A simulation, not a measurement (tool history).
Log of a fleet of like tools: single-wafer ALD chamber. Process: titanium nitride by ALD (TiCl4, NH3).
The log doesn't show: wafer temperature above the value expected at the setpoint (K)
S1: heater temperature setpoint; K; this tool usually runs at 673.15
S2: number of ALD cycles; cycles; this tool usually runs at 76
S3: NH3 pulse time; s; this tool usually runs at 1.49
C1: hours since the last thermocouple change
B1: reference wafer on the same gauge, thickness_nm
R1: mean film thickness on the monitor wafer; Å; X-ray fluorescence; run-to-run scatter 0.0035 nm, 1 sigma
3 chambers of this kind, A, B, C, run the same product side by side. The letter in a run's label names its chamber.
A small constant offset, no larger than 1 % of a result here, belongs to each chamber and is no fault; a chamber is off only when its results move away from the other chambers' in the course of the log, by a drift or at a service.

Run 1B, hour 13.6: usual settings; C1 1574.8; B1 1.5406. Result: R1 16.443 Å.
Run 2C, hour 29.0: usual settings; C1 1533.0; B1 1.5405. Result: R1 16.463 Å.
Run 3A, hour 39.2: usual settings; C1 661.6; B1 1.5394. Result: R1 16.632 Å.
Run 4C, hour 55.2: usual settings; C1 1559.2; B1 1.5407. Result: R1 16.493 Å.
Run 5A, hour 63.9: usual settings; C1 686.3; B1 1.5399. Result: R1 16.542 Å.
Run 6B, hour 71.1: usual settings; C1 1632.3; B1 1.5412. Result: R1 16.460 Å.
Run 7B, hour 86.1: usual settings; C1 1647.3; B1 1.5398. Result: R1 16.427 Å.
Run 8A, hour 102.1: usual settings but S1 679.15 K, S2 62 cycles; C1 724.5; B1 1.5404. Result: R1 13.659 Å.
Run 9C, hour 112.6: usual settings but S1 679.15 K, S2 62 cycles; C1 1616.6; B1 1.5399. Result: R1 13.471 Å.
Run 10A, hour 122.1: usual settings but S1 679.15 K, S2 62 cycles; C1 744.5; B1 1.5399. Result: R1 13.631 Å.
Run 11B, hour 137.3: usual settings but S1 661.15 K; C1 1698.5; B1 1.5399. Result: R1 16.274 Å.
Run 12C, hour 145.6: usual settings but S1 661.15 K; C1 1649.6; B1 1.5401. Result: R1 16.294 Å.
Run 13C, hour 154.9: usual settings but S1 661.15 K; C1 1658.9; B1 1.5397. Result: R1 16.253 Å.
Run 14A, hour 169.8: usual settings but S1 677.15 K, S2 70 cycles; C1 792.2; B1 1.5408. Result: R1 15.349 Å.
Run 15B, hour 182.5: usual settings but S1 677.15 K, S2 70 cycles; C1 1743.7; B1 1.5391. Result: R1 15.145 Å.
Run 16C, hour 196.3: usual settings but S1 677.15 K, S2 70 cycles; C1 1700.3; B1 1.5396. Result: R1 15.221 Å.
Run 17A, hour 207.4: usual settings; C1 829.8; B1 1.5401. Result: R1 16.652 Å.
Run 18B, hour 219.2: usual settings; C1 1780.4; B1 1.5400. Result: R1 16.423 Å.
Run 19A, hour 230.0: usual settings; C1 852.4; B1 1.5399. Result: R1 16.586 Å.
Run 20C, hour 245.5: usual settings; C1 1749.5; B1 1.5397. Result: R1 16.528 Å.
Run 21B, hour 257.3: usual settings; C1 1818.5; B1 1.5397. Result: R1 16.400 Å.
Run 22B, hour 271.3: usual settings; C1 1832.5; B1 1.5394. Result: R1 16.465 Å.
Run 23C, hour 283.8: usual settings but S1 659.15 K, S2 91 cycles; C1 1787.8; B1 1.5395. Result: R1 19.390 Å.

Is one chamber off against the others, does the gauge drift, or is nothing wrong? If a chamber is off, say which, and what the likeliest cause is.

Beyond each chamber's small constant offset nothing stands out, and the gauge stays steady.

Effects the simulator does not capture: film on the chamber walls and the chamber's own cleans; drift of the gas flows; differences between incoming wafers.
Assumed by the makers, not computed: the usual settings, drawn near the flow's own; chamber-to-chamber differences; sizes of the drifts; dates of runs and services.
